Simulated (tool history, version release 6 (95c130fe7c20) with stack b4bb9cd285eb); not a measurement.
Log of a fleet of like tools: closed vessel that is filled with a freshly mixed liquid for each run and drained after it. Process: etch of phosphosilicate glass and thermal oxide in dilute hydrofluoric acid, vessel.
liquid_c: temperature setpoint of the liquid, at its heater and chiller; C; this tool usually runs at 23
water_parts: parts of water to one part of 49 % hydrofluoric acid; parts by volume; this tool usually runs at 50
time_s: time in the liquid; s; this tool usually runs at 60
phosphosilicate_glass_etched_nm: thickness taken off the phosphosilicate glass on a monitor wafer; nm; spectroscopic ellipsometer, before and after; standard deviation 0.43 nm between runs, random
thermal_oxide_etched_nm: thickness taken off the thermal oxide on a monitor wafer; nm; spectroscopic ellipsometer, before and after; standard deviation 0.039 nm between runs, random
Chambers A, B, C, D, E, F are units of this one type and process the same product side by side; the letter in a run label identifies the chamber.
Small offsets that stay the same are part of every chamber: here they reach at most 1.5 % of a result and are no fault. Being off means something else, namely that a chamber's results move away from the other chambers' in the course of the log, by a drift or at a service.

run     day  liquid_c  water_parts  time_s  read-back film thickness of the phosphosilicate glass reference wafer, read on the same gauge (nm)  read-back film thickness of the thermal oxide reference wafer, read on the same gauge (nm)  phosphosilicate_glass_etched_nm  thermal_oxide_etched_nm
 1B   0.342        23           50      60                                                                                              80.047                                                                                      40.006                           73.965                   5.8845
 2A   0.871        23           50      60                                                                                              79.975                                                                                      39.995                           73.629                   5.7649
 3E   1.338        23           50      60                                                                                               80.01                                                                                      39.998                           74.971                   5.8734
 4F   1.804        23           50      60                                                                                               79.99                                                                                      39.987                           73.955                   5.8439
 5D   2.158        23           50      60                                                                                              79.961                                                                                      40.012                           72.997                   5.8774
 6C   2.642      20.5           50      40                                                                                              80.013                                                                                      40.009                            43.74                    3.462
 7B   3.125      20.5           50      40                                                                                              79.969                                                                                      40.002                           44.001                   3.5052
      3.425  -- chamber B: hydrofluoric acid flow meter replaced
 8F   3.538      20.5           50      40                                                                                              80.012                                                                                      39.986                            44.36                   3.5182
 9E   3.954      20.5           50      40                                                                                              80.076                                                                                      40.006                           44.737                   3.4588
10C   4.388      20.5           50      40                                                                                              80.022                                                                                      39.999                           43.898                   3.4496
11A   4.758      20.5           50      40                                                                                              80.028                                                                                      40.006                           43.993                   3.4791
       4.85  -- chamber A: hydrofluoric acid flow meter replaced
12D   5.325        23           50      60                                                                                              79.986                                                                                       40.02                            73.17                   5.8288
13A     5.6        23           50      60                                                                                              80.007                                                                                      39.994                            73.71                   5.8662
14C   5.925        23           50      60                                                                                               79.99                                                                                      39.993                            73.14                   5.7574
15E   6.383        23           50      60                                                                                              79.993                                                                                      39.997                           74.611                   5.9298
16F   6.842        23           50      60                                                                                              80.016                                                                                      39.981                           73.868                   5.7866
17B   7.329        23           50      60                                                                                              79.988                                                                                      39.998                           73.663                   5.8381
18D   7.746        23           50      60                                                                                              79.983                                                                                      40.001                           74.254                   5.8858
19F   8.196        23           50      60                                                                                              79.993                                                                                      39.984                           73.488                   5.8303
20E   8.692        23           50      60                                                                                              79.978                                                                                      40.009                           74.341                   5.9457
21C   9.225        23           50      60                                                                                              79.998                                                                                      40.005                           73.657                   5.8306
      9.471  -- chamber F: hydrofluoric acid flow meter replaced
22A   9.533        23           50      60                                                                                              80.007                                                                                      40.001                           72.675                   5.7895
23B  10.017        23           50      60                                                                                              80.011                                                                                       39.99                            73.79                   5.8749
24D  10.379        23           35      60                                                                                              80.013                                                                                      39.994                           107.14                   8.5116
25E  10.654        23           35      60                                                                                              80.006                                                                                      39.993                           109.13                   8.5907
26F  11.108        23           35      60                                                                                              79.961                                                                                      40.013                           105.29                   8.5893
     11.279  -- chamber C: thermometer replaced
27D  11.633        23           35      60                                                                                               80.05                                                                                      39.998                           107.11                    8.483
28B  11.921        23           35      60                                                                                              80.008                                                                                      40.015                           106.91                   8.5963
29C  12.496        23           35      60                                                                                              79.998                                                                                      39.989                           106.65                   8.3884
30A  12.996        23           50      60                                                                                              79.981                                                                                      39.992                           73.665                   5.7976
     13.438  -- chamber D: hydrofluoric acid flow meter replaced
31C  13.446        23           50      60                                                                                              80.009                                                                                      40.007                            73.24                   5.8655
32A   13.85        23           50      60                                                                                              80.008                                                                                      39.984                           73.803                   5.8126
33D  14.258        23           50      60                                                                                              80.034                                                                                      39.978                           74.438                    5.881
34B  14.642        23           50      60                                                                                              80.046                                                                                      39.994                           74.047                   5.8281
35F  15.217        23           30      45                                                                                              79.969                                                                                      40.001                           92.958                   7.4828
36E  15.621        23           30      45                                                                                              80.042                                                                                      39.996                           94.459                   7.5428
37D  16.158        23           30      45                                                                                              79.998                                                                                      40.007                           94.042                   7.4927
38F  16.492        23           30      45                                                                                              79.945                                                                                      39.991                           92.383                   7.4393
39B  16.904        23           30      45                                                                                              79.968                                                                                      40.014                            93.22                   7.3748
40E  17.346        23           30      45                                                                                              80.004                                                                                      39.996                           95.615                   7.5152
41A  17.883        23           50      60                                                                                              79.984                                                                                      40.005                           72.991                   5.8493
42C  18.371        23           50      60                                                                                              80.011                                                                                      40.011                           73.434                   5.7612
43D  18.817        23           50      60                                                                                               80.03                                                                                      40.004                           73.641                   5.8552
44B  19.212        23           50      60                                                                                              80.002                                                                                      39.999                           73.586                   5.8568

Each of the 6 chambers runs these same settings next. Fill in every chamber's results:
45A  19.625        23           50      85                                                                                                                                                                                                                                ?                        ?
45B  19.625        23           50      85                                                                                                                                                                                                                                ?                        ?
45C  19.625        23           50      85                                                                                                                                                                                                                                ?                        ?
45D  19.625        23           50      85                                                                                                                                                                                                                                ?                        ?
45E  19.625        23           50      85                                                                                                                                                                                                                                ?                        ?
45F  19.625        23           50      85                                                                                                                                                                                                                                ?                        ?

run  phosphosilicate_glass_etched_nm  thermal_oxide_etched_nm
45A                           103.91                   8.1329
45B                           104.24                   8.2654
45C                           103.06                   8.2256
45D                           104.36                   8.2703
45E                           105.23                   8.3309
45F                           104.11                   8.1959
